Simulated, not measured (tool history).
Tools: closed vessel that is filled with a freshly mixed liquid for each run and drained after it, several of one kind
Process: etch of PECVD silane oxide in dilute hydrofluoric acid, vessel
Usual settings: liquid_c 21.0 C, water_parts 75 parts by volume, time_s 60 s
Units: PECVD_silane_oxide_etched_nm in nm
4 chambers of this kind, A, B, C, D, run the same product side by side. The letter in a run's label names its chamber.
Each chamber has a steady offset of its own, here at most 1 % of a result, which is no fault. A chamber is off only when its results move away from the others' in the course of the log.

run,hour,liquid_c,water_parts,time_s,hours since the thermometer was replaced,hours since the hydrofluoric acid flow meter was replaced,"read-back film thickness of the PECVD silane oxide reference wafer, read on the same gauge (nm)",PECVD_silane_oxide_etched_nm
1B,3.4,21.0,75,60,1042.2,924.0,90.037,36.622
2A,6.8,21.0,75,60,838.0,1385.9,89.990,36.395
3D,9.0,21.0,75,60,456.0,2086.8,90.000,36.484
4C,12.9,21.0,75,60,1138.3,63.5,89.982,36.558
5A,15.5,21.0,75,60,846.7,1394.6,90.009,36.483
6D,19.5,21.0,75,60,466.5,2097.3,90.008,36.538
7B,23.4,21.0,75,60,1062.2,944.0,90.022,36.230
8C,26.3,21.0,75,60,1151.7,76.9,90.024,36.584
9C,30.3,21.0,75,60,1155.7,80.9,90.012,36.349
10A,35.1,21.0,75,60,866.3,1414.2,89.996,36.712
11D,39.2,21.0,75,60,486.2,2117.0,90.001,36.883
12B,41.5,21.0,75,60,1080.3,962.1,90.002,36.762
13A,44.3,21.0,75,60,875.5,1423.4,90.012,36.251
14B,47.8,21.0,75,60,1086.6,968.4,90.019,36.954
15D,50.0,21.0,75,60,497.0,2127.8,90.017,36.621
16C,54.9,21.0,75,60,1180.3,105.5,90.013,36.859
# hour 55.1: chamber A: hydrofluoric acid flow meter replaced
17C,59.1,21.0,75,60,1184.5,109.7,90.010,36.341
18D,61.3,21.0,75,60,508.3,2139.1,89.995,37.065
19B,65.6,21.0,75,60,1104.4,986.2,89.980,36.629
20A,68.0,21.0,75,60,899.2,13.0,90.009,36.234
21A,70.3,21.0,75,60,901.5,15.3,90.003,36.522
22C,75.1,25.5,75,60,1200.5,125.7,89.990,43.964
23B,77.7,25.5,75,60,1116.5,998.3,90.010,43.935
24D,81.3,25.5,75,60,528.3,2159.1,89.989,45.630
25B,84.6,25.5,75,60,1123.4,1005.2,89.998,43.897
26A,87.6,21.0,75,60,918.8,32.6,90.006,36.496
27D,91.4,21.0,75,60,538.4,2169.2,89.989,39.047
28C,95.6,21.0,75,60,1221.0,146.2,90.025,36.828
29B,97.9,21.0,75,60,1136.7,1018.5,89.979,36.593
30C,102.3,21.0,75,75,1227.7,152.9,90.012,45.186
31A,105.6,21.0,75,75,936.8,50.6,89.978,45.986
32D,109.5,21.0,75,75,556.5,2187.3,90.019,49.481
33B,113.7,21.0,75,75,1152.5,1034.3,89.988,45.503
# hour 115.8: chamber D: hydrofluoric acid flow meter replaced
34A,117.7,21.0,75,60,948.9,62.7,90.019,35.957
35C,120.8,21.0,75,85,1246.2,171.4,90.014,52.093
36D,123.3,21.0,75,85,570.3,7.6,89.997,56.218
37C,126.1,21.0,75,85,1251.5,176.7,89.986,51.118
38D,130.5,21.0,75,85,577.5,14.8,89.981,56.604
39B,133.4,21.0,75,60,1172.2,1054.0,90.040,36.235
40A,136.3,21.0,75,60,967.5,81.3,90.024,36.573

Is one chamber off against the others, does the gauge drift, or is nothing wrong? If a chamber is off, say which, and what the likeliest cause is.

Chamber D drifts away from the others.
Cause: liquid hotter than its thermometer reads (K) = 2.43.

Here are 4 candidates for chamber D's next run, each the usual settings with a change, their results left as question marks. Which one brings its results back in line with what the others give on the usual settings?
In line means no further than this from the other chambers' mean on the usual settings: PECVD_silane_oxide_etched_nm 0.980 nm
41D-1,139.8,18.5,75,60,,,,?
41D-2,139.8,21.5,70,65,,,,?
41D-3,139.8,21.5,75,65,,,,?
41D-4,139.8,20.5,80,55,,,,?

The other chambers' mean on the usual settings: PECVD_silane_oxide_etched_nm 36.481 nm
run,PECVD_silane_oxide_etched_nm
41D-1,36.343
41D-2,48.032
41D-3,44.585
41D-4,33.766
41D-1 brings the chamber back in line.
